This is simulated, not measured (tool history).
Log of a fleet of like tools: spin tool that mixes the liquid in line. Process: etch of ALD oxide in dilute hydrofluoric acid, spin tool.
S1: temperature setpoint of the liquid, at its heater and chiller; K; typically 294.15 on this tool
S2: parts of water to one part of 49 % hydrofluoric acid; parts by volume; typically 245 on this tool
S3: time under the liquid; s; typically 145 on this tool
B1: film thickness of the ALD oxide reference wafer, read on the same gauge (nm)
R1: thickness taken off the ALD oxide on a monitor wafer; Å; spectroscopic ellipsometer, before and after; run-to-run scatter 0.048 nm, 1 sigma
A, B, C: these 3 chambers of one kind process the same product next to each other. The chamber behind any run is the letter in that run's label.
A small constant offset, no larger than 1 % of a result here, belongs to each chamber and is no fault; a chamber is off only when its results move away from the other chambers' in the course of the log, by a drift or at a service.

{"run": "1A", "hour": 6.5, "S1": 294.15, "S2": 245, "S3": 145, "B1": 60.033, "R1": 108.4}
{"run": "2B", "hour": 20.7, "S1": 294.15, "S2": 245, "S3": 145, "B1": 60.001, "R1": 107.74}
{"run": "3C", "hour": 27.5, "S1": 294.15, "S2": 245, "S3": 145, "B1": 59.991, "R1": 108.79}
{"run": "4B", "hour": 35.0, "S1": 294.15, "S2": 245, "S3": 145, "B1": 60.013, "R1": 108.18}
{"run": "5C", "hour": 44.0, "S1": 294.15, "S2": 245, "S3": 145, "B1": 59.999, "R1": 108.49}
{"run": "6A", "hour": 54.9, "S1": 294.15, "S2": 245, "S3": 145, "B1": 60.023, "R1": 107.34}
{"run": "7C", "hour": 64.9, "S1": 294.15, "S2": 245, "S3": 145, "B1": 59.971, "R1": 108.3}
{"run": "8B", "hour": 79.1, "S1": 294.15, "S2": 245, "S3": 175, "B1": 60.018, "R1": 131.1}
{"run": "9A", "hour": 91.8, "S1": 294.15, "S2": 245, "S3": 175, "B1": 60.036, "R1": 130.69}
{"run": "10C", "hour": 105.0, "S1": 294.15, "S2": 245, "S3": 175, "B1": 59.963, "R1": 129.93}
{"run": "11B", "hour": 117.9, "S1": 294.15, "S2": 245, "S3": 145, "B1": 59.995, "R1": 107.58}
{"run": "12A", "hour": 130.9, "S1": 294.15, "S2": 245, "S3": 145, "B1": 60.002, "R1": 107.5}
{"run": "13B", "hour": 138.7, "S1": 294.15, "S2": 130, "S3": 70, "B1": 60.025, "R1": 109.9}
{"run": "14A", "hour": 152.4, "S1": 294.15, "S2": 130, "S3": 70, "B1": 59.959, "R1": 108.04}
{"run": "15C", "hour": 166.2, "S1": 294.15, "S2": 130, "S3": 70, "B1": 59.997, "R1": 112.22}
{"run": "16C", "hour": 177.3, "S1": 294.15, "S2": 245, "S3": 145, "B1": 60.022, "R1": 108.72}
{"run": "17A", "hour": 187.4, "S1": 294.15, "S2": 245, "S3": 145, "B1": 59.974, "R1": 107.84}
{"run": "18B", "hour": 197.2, "S1": 294.15, "S2": 245, "S3": 145, "B1": 59.995, "R1": 105.73}
{"run": "19A", "hour": 207.3, "S1": 294.15, "S2": 245, "S3": 145, "B1": 59.992, "R1": 108.23}
{"run": "20C", "hour": 218.7, "S1": 294.15, "S2": 245, "S3": 145, "B1": 59.989, "R1": 108.33}
{"run": "21B", "hour": 227.9, "S1": 294.15, "S2": 245, "S3": 145, "B1": 60.005, "R1": 106.52}
{"run": "22B", "hour": 238.2, "S1": 294.15, "S2": 245, "S3": 145, "B1": 60.008, "R1": 105.79}
{"run": "23C", "hour": 246.3, "S1": 294.15, "S2": 245, "S3": 145, "B1": 60.006, "R1": 107.22}
{"run": "24A", "hour": 252.8, "S1": 294.15, "S2": 245, "S3": 145, "B1": 60.007, "R1": 107.4}
{"run": "25B", "hour": 259.9, "S1": 294.15, "S2": 245, "S3": 145, "B1": 60.032, "R1": 105.14}

Next, every chamber runs the same settings. What will each give?
{"run": "26A", "hour": 270.1, "S1": 294.15, "S2": 245, "S3": 145, "R1": "?"}
{"run": "26B", "hour": 270.1, "S1": 294.15, "S2": 245, "S3": 145, "R1": "?"}
{"run": "26C", "hour": 270.1, "S1": 294.15, "S2": 245, "S3": 145, "R1": "?"}

run=26A R1=108.59
run=26B R1=105.09
run=26C R1=108.53
